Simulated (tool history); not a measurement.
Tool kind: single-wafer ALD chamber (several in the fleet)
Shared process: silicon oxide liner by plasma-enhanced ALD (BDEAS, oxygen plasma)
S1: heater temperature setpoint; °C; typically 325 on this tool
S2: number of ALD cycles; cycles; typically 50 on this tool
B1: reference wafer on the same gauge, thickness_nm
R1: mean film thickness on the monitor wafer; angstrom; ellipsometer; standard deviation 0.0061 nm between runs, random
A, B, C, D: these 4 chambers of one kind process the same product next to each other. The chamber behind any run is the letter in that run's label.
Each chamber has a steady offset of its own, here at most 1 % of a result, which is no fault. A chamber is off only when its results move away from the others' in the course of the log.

{"run": "1A", "hour": 8.3, "S1": 325, "S2": 50, "B1": 4.2395, "R1": 44.818}
{"run": "2C", "hour": 22.9, "S1": 325, "S2": 50, "B1": 4.2368, "R1": 45.12}
{"run": "3B", "hour": 33.8, "S1": 325, "S2": 50, "B1": 4.237, "R1": 44.839}
{"run": "4D", "hour": 46.0, "S1": 325, "S2": 50, "B1": 4.2368, "R1": 44.747}
{"hour": 55.6, "done": "chamber A: thermocouple changed; heater temperature recalibrated"}
{"run": "5D", "hour": 57.6, "S1": 325, "S2": 50, "B1": 4.2372, "R1": 44.757}
{"run": "6B", "hour": 68.3, "S1": 325, "S2": 50, "B1": 4.2346, "R1": 44.777}
{"run": "7C", "hour": 75.8, "S1": 325, "S2": 41, "B1": 4.2345, "R1": 37.053}
{"run": "8A", "hour": 89.6, "S1": 325, "S2": 41, "B1": 4.2341, "R1": 36.627}
{"run": "9C", "hour": 101.0, "S1": 325, "S2": 41, "B1": 4.2322, "R1": 36.981}
{"run": "10D", "hour": 109.1, "S1": 325, "S2": 41, "B1": 4.2323, "R1": 36.727}
{"run": "11B", "hour": 119.2, "S1": 325, "S2": 50, "B1": 4.2321, "R1": 44.705}
{"run": "12A", "hour": 131.7, "S1": 325, "S2": 50, "B1": 4.2304, "R1": 44.53}
{"run": "13B", "hour": 145.0, "S1": 312, "S2": 45, "B1": 4.2294, "R1": 40.953}
{"run": "14A", "hour": 153.5, "S1": 312, "S2": 45, "B1": 4.2279, "R1": 40.844}
{"run": "15C", "hour": 161.3, "S1": 312, "S2": 45, "B1": 4.2289, "R1": 41.457}
{"run": "16D", "hour": 174.5, "S1": 312, "S2": 45, "B1": 4.2256, "R1": 40.845}
{"run": "17B", "hour": 181.9, "S1": 325, "S2": 56, "B1": 4.2274, "R1": 49.995}
{"run": "18C", "hour": 190.9, "S1": 325, "S2": 56, "B1": 4.2263, "R1": 50.534}
{"run": "19A", "hour": 204.3, "S1": 325, "S2": 56, "B1": 4.2245, "R1": 49.919}
{"run": "20D", "hour": 215.1, "S1": 325, "S2": 56, "B1": 4.2247, "R1": 50.079}
{"run": "21D", "hour": 222.3, "S1": 325, "S2": 59, "B1": 4.2223, "R1": 52.753}
{"run": "22B", "hour": 231.5, "S1": 325, "S2": 59, "B1": 4.2228, "R1": 52.683}
{"run": "23A", "hour": 243.5, "S1": 325, "S2": 59, "B1": 4.2208, "R1": 52.531}
{"run": "24C", "hour": 258.1, "S1": 325, "S2": 59, "B1": 4.2209, "R1": 53.254}
{"run": "25D", "hour": 269.6, "S1": 325, "S2": 50, "B1": 4.221, "R1": 44.605}
{"run": "26C", "hour": 276.9, "S1": 331, "S2": 50, "B1": 4.2185, "R1": 44.543}
{"run": "27B", "hour": 289.0, "S1": 331, "S2": 50, "B1": 4.219, "R1": 44.204}
{"run": "28A", "hour": 297.6, "S1": 331, "S2": 50, "B1": 4.2179, "R1": 44.09}
{"run": "29B", "hour": 311.6, "S1": 331, "S2": 50, "B1": 4.216, "R1": 44.319}

Is one chamber off against the others, does the gauge drift, or is nothing wrong? If a chamber is off, say which, and what the likeliest cause is.

No chamber is off; the gauge reading every chamber's wafers drifts, which makes the whole fleet appear to move together.
Likeliest cause: gauge reads low (%) = 0.561.
